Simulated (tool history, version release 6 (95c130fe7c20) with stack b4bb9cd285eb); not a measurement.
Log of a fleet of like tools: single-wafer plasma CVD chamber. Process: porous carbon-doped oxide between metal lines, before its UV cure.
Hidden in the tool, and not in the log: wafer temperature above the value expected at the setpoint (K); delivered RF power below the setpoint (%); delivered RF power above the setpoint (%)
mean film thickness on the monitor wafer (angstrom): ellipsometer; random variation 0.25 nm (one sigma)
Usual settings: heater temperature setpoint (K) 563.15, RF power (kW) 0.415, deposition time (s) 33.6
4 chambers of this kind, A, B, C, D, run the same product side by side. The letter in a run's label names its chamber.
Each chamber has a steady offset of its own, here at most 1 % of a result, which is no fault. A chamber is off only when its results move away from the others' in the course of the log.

run    day  heater temperature setpoint (K)  RF power (kW)  deposition time (s)  hours since the last thermocouple change  hours since the last RF generator calibration  read-back reference wafer on the same gauge, thickness_nm  mean film thickness on the monitor wafer (angstrom)
 1A  0.308                           563.15          0.415                 33.6                                    1960.0                                          486.3                                                     147.10                                               1664.6
 2C  0.512                           563.15          0.415                 33.6                                     341.6                                          363.6                                                     147.11                                               1677.7
 3D  0.725                           563.15          0.415                 33.6                                     903.3                                         1074.1                                                     147.08                                               1684.3
 4B  1.008                           563.15          0.415                 33.6                                     940.9                                          309.0                                                     147.06                                               1673.3
 5A  1.283                           572.15          0.415                 33.6                                    1983.4                                          509.7                                                     147.20                                               1582.6
 6D  1.500                           572.15          0.415                 33.6                                     921.9                                         1092.7                                                     147.21                                               1599.2
 7B  1.775                           572.15          0.415                 33.6                                     959.3                                          327.4                                                     147.21                                               1588.5
 8C  1.988                           572.15          0.415                 33.6                                     377.0                                          399.0                                                     147.25                                               1592.7
 9D  2.225                           563.15          0.415                 31.2                                     939.3                                         1110.1                                                     147.24                                               1573.4
10A  2.417                           563.15          0.415                 31.2                                    2010.6                                          536.9                                                     147.33                                               1554.0
11B  2.667                           563.15          0.415                 31.2                                     980.7                                          348.8                                                     147.34                                               1561.3
12C  2.962                           563.15          0.415                 31.2                                     400.4                                          422.4                                                     147.33                                               1562.9
13C  3.117                           563.15          0.415                 33.6                                     404.1                                          426.1                                                     147.39                                               1679.5
14D  3.425                           563.15          0.415                 33.6                                     968.1                                         1138.9                                                     147.47                                               1688.9
15A  3.629                           563.15          0.415                 33.6                                    2039.7                                          566.0                                                     147.43                                               1668.7
16B  3.917                           563.15          0.415                 33.6                                    1010.7                                          378.8                                                     147.48                                               1674.1
17D  4.171                           563.15          0.415                 33.6                                     986.0                                         1156.8                                                     147.56                                               1688.8
18B  4.346                           563.15          0.415                 33.6                                    1021.0                                          389.1                                                     147.53                                               1671.6
19C  4.529                           563.15          0.415                 33.6                                     438.0                                          460.0                                                     147.54                                               1683.9
20A  4.704                           563.15          0.415                 33.6                                    2065.5                                          591.8                                                     147.53                                               1670.4
21C  4.983                           554.15          0.415                 33.6                                     448.9                                          470.9                                                     147.56                                               1785.2
     5.050  -- chamber D: RF generator calibrated
22D  5.267                           554.15          0.415                 33.6                                    1012.3                                            5.3                                                     147.61                                               1781.7
23A  5.579                           554.15          0.415                 33.6                                    2086.5                                          612.8                                                     147.65                                               1768.9
24B  5.800                           554.15          0.415                 33.6                                    1055.9                                          424.0                                                     147.68                                               1770.6
25B  6.108                           563.15          0.415                 33.6                                    1063.3                                          431.4                                                     147.73                                               1676.0
26C  6.383                           563.15          0.415                 33.6                                     482.5                                          504.5                                                     147.72                                               1681.9
27D  6.667                           563.15          0.415                 33.6                                    1045.9                                           38.9                                                     147.77                                               1692.8
28A  6.842                           551.15          0.415                 31.4                                    2116.8                                          643.1                                                     147.82                                               1686.8
29A  7.012                           551.15          0.415                 31.4                                    2120.9                                          647.2                                                     147.82                                               1687.7
30D  7.338                           551.15          0.415                 31.4                                    1062.0                                           55.0                                                     147.85                                               1709.6
31B  7.571                           551.15          0.415                 31.4                                    1098.4                                          466.5                                                     147.91                                               1692.2

Is one chamber off against the others, does the gauge drift, or is nothing wrong? If a chamber is off, say which, and what the likeliest cause is.

The gauge drifts, so all chambers seem to drift together. No chamber is off.
Cause: gauge reads high (%) = 0.625.
